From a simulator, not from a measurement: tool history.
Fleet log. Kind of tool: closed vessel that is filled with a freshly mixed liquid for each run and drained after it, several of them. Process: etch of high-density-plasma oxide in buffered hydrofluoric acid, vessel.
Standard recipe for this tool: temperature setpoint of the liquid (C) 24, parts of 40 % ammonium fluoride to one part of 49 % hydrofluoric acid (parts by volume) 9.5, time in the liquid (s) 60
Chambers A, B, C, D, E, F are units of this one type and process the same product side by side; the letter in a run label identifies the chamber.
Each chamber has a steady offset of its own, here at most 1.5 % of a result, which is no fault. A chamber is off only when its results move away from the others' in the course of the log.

run	day	temperature setpoint of the liquid (C)	parts of 40 % ammonium fluoride to one part of 49 % hydrofluoric acid (parts by volume)	time in the liquid (s)	hours since the thermometer was replaced	hours since the hydrofluoric acid flow meter was replaced	read-back film thickness of the high-density-plasma oxide reference wafer, read on the same gauge (nm)	thickness taken off the high-density-plasma oxide on a monitor wafer (Å)
1F	0.333	24	9.5	60	332.2	812.5	110.00	767.36
2D	0.742	24	9.5	60	1218.7	2208.0	109.98	772.33
3B	1.079	24	9.5	60	793.6	794.3	110.05	776.82
4E	1.400	24	9.5	60	1448.5	740.2	110.02	775.93
5C	1.704	24	9.5	60	1462.8	65.4	110.02	773.76
6A	2.079	24	9.5	60	249.3	1205.0	109.98	774.75
7C	2.321	24	9.5	60	1477.6	80.2	109.97	771.39
8E	2.792	24	9.5	60	1481.9	773.6	110.06	774.52
9B	3.154	24	9.5	60	843.4	844.1	109.95	782.10
10A	3.558	24	9.5	60	284.8	1240.5	109.99	776.85
11F	4.058	24	9.5	60	421.6	901.9	110.01	767.32
12D	4.421	24	9.5	60	1307.0	2296.3	109.96	773.07
13A	4.671	24	9.5	35	311.5	1267.2	110.01	450.63
14C	4.925	24	9.5	35	1540.1	142.7	109.95	450.49
# day 5.421: chamber D: thermometer replaced
15E	5.429	24	9.5	35	1545.2	836.9	109.99	452.26
16B	5.671	24	9.5	35	903.8	904.5	109.98	451.39
17F	5.917	24	9.5	35	466.2	946.5	109.96	445.62
18D	6.150	24	9.5	35	17.5	2337.8	109.99	450.08
# day 6.192: chamber D: hydrofluoric acid flow meter replaced
19C	6.517	24	9.5	60	1578.3	180.9	109.97	768.76
20D	7.029	24	9.5	60	38.6	20.2	109.97	772.60
21E	7.262	28	7.5	60	1589.2	880.9	109.99	1207.00
22B	7.562	28	7.5	60	949.2	949.9	110.02	1214.60
23A	7.975	28	7.5	60	390.8	1346.5	110.03	1198.20
24F	8.367	28	7.5	60	525.0	1005.3	110.02	1206.90
25C	8.638	28	7.5	60	1629.2	231.8	110.00	1195.20
26A	9.062	28	7.5	60	416.9	1372.6	110.03	1205.40
27E	9.383	24	9.5	60	1640.1	931.8	109.99	777.16
# day 9.733: chamber C: thermometer replaced
28D	9.883	24	9.5	60	107.1	88.7	109.97	769.32
29F	10.108	24	7.0	85	566.8	1047.1	109.98	1478.40
30B	10.375	24	7.0	85	1016.7	1017.4	110.02	1497.60
31E	10.750	24	7.0	85	1672.9	964.6	109.99	1473.80
32B	11.004	24	7.0	85	1031.8	1032.5	109.99	1477.40
33C	11.329	24	7.0	85	38.4	296.4	110.00	1484.50
34F	11.550	24	7.0	85	601.4	1081.7	109.99	1475.40
35A	11.988	24	9.5	60	487.1	1442.8	110.06	773.47
36D	12.288	24	9.5	60	164.8	146.4	109.97	769.42
37F	12.521	24	5.5	60	624.7	1105.0	110.05	1284.30

Is one chamber out of step, is the gauge drifting, or do the chambers differ by no more than their own small offsets? For an off chamber, give its letter and the likeliest cause.

The fleet is healthy, with each chamber sitting at its usual small offset and no drift in the gauge.

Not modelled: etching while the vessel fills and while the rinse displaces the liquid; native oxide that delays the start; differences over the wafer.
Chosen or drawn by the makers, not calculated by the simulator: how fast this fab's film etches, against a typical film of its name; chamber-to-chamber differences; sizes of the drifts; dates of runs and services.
